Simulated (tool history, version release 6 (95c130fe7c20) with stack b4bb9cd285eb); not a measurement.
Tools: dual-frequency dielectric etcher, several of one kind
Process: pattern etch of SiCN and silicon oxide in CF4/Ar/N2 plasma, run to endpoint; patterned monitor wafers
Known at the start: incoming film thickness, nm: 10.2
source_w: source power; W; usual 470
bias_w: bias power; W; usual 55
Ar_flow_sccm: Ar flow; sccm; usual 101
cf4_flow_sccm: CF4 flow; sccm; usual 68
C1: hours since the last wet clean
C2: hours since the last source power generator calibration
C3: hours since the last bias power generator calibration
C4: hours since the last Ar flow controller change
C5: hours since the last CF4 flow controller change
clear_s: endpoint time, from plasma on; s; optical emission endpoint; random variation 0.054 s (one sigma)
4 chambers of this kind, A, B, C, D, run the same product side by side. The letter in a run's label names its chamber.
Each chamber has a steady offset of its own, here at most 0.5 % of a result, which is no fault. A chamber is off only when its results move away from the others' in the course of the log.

run 1C day=0.421 | source_w=470 bias_w=55 Ar_flow_sccm=101 cf4_flow_sccm=68 | C1=197.2 C2=466.4 C3=4034.3 C4=687.6 C5=3137.5 | clear_s=12.442
run 2B day=0.958 | source_w=470 bias_w=55 Ar_flow_sccm=101 cf4_flow_sccm=68 | C1=87 C2=3867.9 C3=1214.1 C4=285.3 C5=2094.2 | clear_s=12.592
run 3A day=1.321 | source_w=470 bias_w=55 Ar_flow_sccm=101 cf4_flow_sccm=68 | C1=219.6 C2=1286.1 C3=1739.5 C4=946.9 C5=3679.6 | clear_s=12.314
run 4D day=1.646 | source_w=470 bias_w=55 Ar_flow_sccm=101 cf4_flow_sccm=68 | C1=157.6 C2=942.5 C3=2162.7 C4=411.3 C5=3878.7 | clear_s=12.617
run 5D day=1.883 | source_w=470 bias_w=55 Ar_flow_sccm=101 cf4_flow_sccm=68 | C1=163.3 C2=948.2 C3=2168.4 C4=417 C5=3884.4 | clear_s=12.64
run 6C day=2.358 | source_w=470 bias_w=55 Ar_flow_sccm=101 cf4_flow_sccm=68 | C1=243.7 C2=512.9 C3=4080.8 C4=734.1 C5=3184 | clear_s=12.514
run 7A day=2.817 | source_w=470 bias_w=55 Ar_flow_sccm=101 cf4_flow_sccm=68 | C1=255.5 C2=1322 C3=1775.4 C4=982.8 C5=3715.5 | clear_s=12.41
run 8B day=3.112 | source_w=470 bias_w=66 Ar_flow_sccm=101 cf4_flow_sccm=68 | C1=138.7 C2=3919.6 C3=1265.8 C4=337 C5=2145.9 | clear_s=11.772
run 9B day=3.642 | source_w=470 bias_w=66 Ar_flow_sccm=101 cf4_flow_sccm=68 | C1=151.4 C2=3932.3 C3=1278.5 C4=349.7 C5=2158.6 | clear_s=11.741
run 10D day=3.938 | source_w=470 bias_w=66 Ar_flow_sccm=101 cf4_flow_sccm=68 | C1=212.6 C2=997.5 C3=2217.7 C4=466.3 C5=3933.7 | clear_s=11.843
run 11C day=4.388 | source_w=470 bias_w=66 Ar_flow_sccm=101 cf4_flow_sccm=68 | C1=292.4 C2=561.6 C3=4129.5 C4=782.8 C5=3232.7 | clear_s=11.708
run 12A day=4.783 | source_w=470 bias_w=55 Ar_flow_sccm=101 cf4_flow_sccm=68 | C1=302.7 C2=1369.2 C3=1822.6 C4=1030 C5=3762.7 | clear_s=12.367
run 13B day=5.092 | source_w=470 bias_w=55 Ar_flow_sccm=101 cf4_flow_sccm=68 | C1=186.2 C2=3967.1 C3=1313.3 C4=384.5 C5=2193.4 | clear_s=12.505
run 14A day=5.442 | source_w=470 bias_w=55 Ar_flow_sccm=101 cf4_flow_sccm=68 | C1=318.5 C2=1385 C3=1838.4 C4=1045.8 C5=3778.5 | clear_s=12.429
run 15D day=5.962 | source_w=470 bias_w=55 Ar_flow_sccm=101 cf4_flow_sccm=68 | C1=261.2 C2=1046.1 C3=2266.3 C4=514.9 C5=3982.3 | clear_s=12.53
-- day=6.275 chamber B: source power generator calibrated
run 16C day=6.471 | source_w=470 bias_w=55 Ar_flow_sccm=101 cf4_flow_sccm=68 | C1=342.4 C2=611.6 C3=4179.5 C4=832.8 C5=3282.7 | clear_s=12.411
run 17B day=6.879 | source_w=470 bias_w=55 Ar_flow_sccm=101 cf4_flow_sccm=68 | C1=229.1 C2=14.6 C3=1356.2 C4=427.4 C5=2236.3 | clear_s=12.535
run 18C day=7.304 | source_w=470 bias_w=66 Ar_flow_sccm=124 cf4_flow_sccm=68 | C1=362.4 C2=631.6 C3=4199.5 C4=852.8 C5=3302.7 | clear_s=12.003
run 19D day=7.554 | source_w=470 bias_w=66 Ar_flow_sccm=124 cf4_flow_sccm=68 | C1=299.4 C2=1084.3 C3=2304.5 C4=553.1 C5=4020.5 | clear_s=12.261
run 20A day=8.067 | source_w=470 bias_w=66 Ar_flow_sccm=124 cf4_flow_sccm=68 | C1=381.5 C2=1448 C3=1901.4 C4=1108.8 C5=3841.5 | clear_s=12.122
run 21C day=8.583 | source_w=470 bias_w=66 Ar_flow_sccm=124 cf4_flow_sccm=68 | C1=393.1 C2=662.3 C3=4230.2 C4=883.5 C5=3333.4 | clear_s=11.891
run 22D day=9.088 | source_w=470 bias_w=55 Ar_flow_sccm=101 cf4_flow_sccm=68 | C1=336.2 C2=1121.1 C3=2341.3 C4=589.9 C5=4057.3 | clear_s=12.569
run 23B day=9.367 | source_w=470 bias_w=55 Ar_flow_sccm=101 cf4_flow_sccm=68 | C1=288.8 C2=74.3 C3=1415.9 C4=487.1 C5=2296 | clear_s=12.593
run 24A day=9.821 | source_w=470 bias_w=55 Ar_flow_sccm=101 cf4_flow_sccm=57 | C1=423.6 C2=1490.1 C3=1943.5 C4=1150.9 C5=3883.6 | clear_s=12.865
run 25A day=10.362 | source_w=470 bias_w=55 Ar_flow_sccm=101 cf4_flow_sccm=57 | C1=436.6 C2=1503.1 C3=1956.5 C4=1163.9 C5=3896.6 | clear_s=12.793
run 26C day=10.783 | source_w=470 bias_w=55 Ar_flow_sccm=101 cf4_flow_sccm=57 | C1=445.9 C2=715.1 C3=4283 C4=936.3 C5=3386.2 | clear_s=12.512
run 27B day=11.308 | source_w=470 bias_w=55 Ar_flow_sccm=101 cf4_flow_sccm=57 | C1=335.4 C2=120.9 C3=1462.5 C4=533.7 C5=2342.6 | clear_s=12.979
run 28D day=11.608 | source_w=470 bias_w=55 Ar_flow_sccm=101 cf4_flow_sccm=68 | C1=396.7 C2=1181.6 C3=2401.8 C4=650.4 C5=4117.8 | clear_s=12.506
run 29B day=11.871 | source_w=470 bias_w=55 Ar_flow_sccm=101 cf4_flow_sccm=68 | C1=348.9 C2=134.4 C3=1476 C4=547.2 C5=2356.1 | clear_s=12.627
run 30D day=12.267 | source_w=470 bias_w=68 Ar_flow_sccm=83 cf4_flow_sccm=68 | C1=412.5 C2=1197.4 C3=2417.6 C4=666.2 C5=4133.6 | clear_s=11.418
run 31A day=12.779 | source_w=470 bias_w=68 Ar_flow_sccm=83 cf4_flow_sccm=68 | C1=494.6 C2=1561.1 C3=2014.5 C4=1221.9 C5=3954.6 | clear_s=11.263

Is one chamber off against the others, does the gauge drift, or is nothing wrong? If a chamber is off, say which, and what the likeliest cause is.

Chamber C drifts away from the others.
Cause: etch rate over this chamber's usual, % = 4.59.
The log may not tell that from: source power that arrives over what is set, %.

Here are 4 candidates for chamber C's next run, each the usual settings with a change, their results left as question marks. Which one brings its results back in line with what the others give on the usual settings?
In line means no further than this from the other chambers' mean on the usual settings: clear_s 0.19 s
run 32C-1 day=13.175 | source_w=430 bias_w=53 Ar_flow_sccm=103 cf4_flow_sccm=67 | clear_s=?
run 32C-2 day=13.175 | source_w=520 bias_w=57 Ar_flow_sccm=101 cf4_flow_sccm=69 | clear_s=?
run 32C-3 day=13.175 | source_w=450 bias_w=54 Ar_flow_sccm=102 cf4_flow_sccm=67 | clear_s=?
run 32C-4 day=13.175 | source_w=490 bias_w=56 Ar_flow_sccm=101 cf4_flow_sccm=68 | clear_s=?

The other chambers' mean on the usual settings: clear_s 12.519 s
run=32C-1 clear_s=13.184
run=32C-2 clear_s=10.78
run=32C-3 clear_s=12.563
run=32C-4 clear_s=11.46
32C-3 brings the chamber back in line.
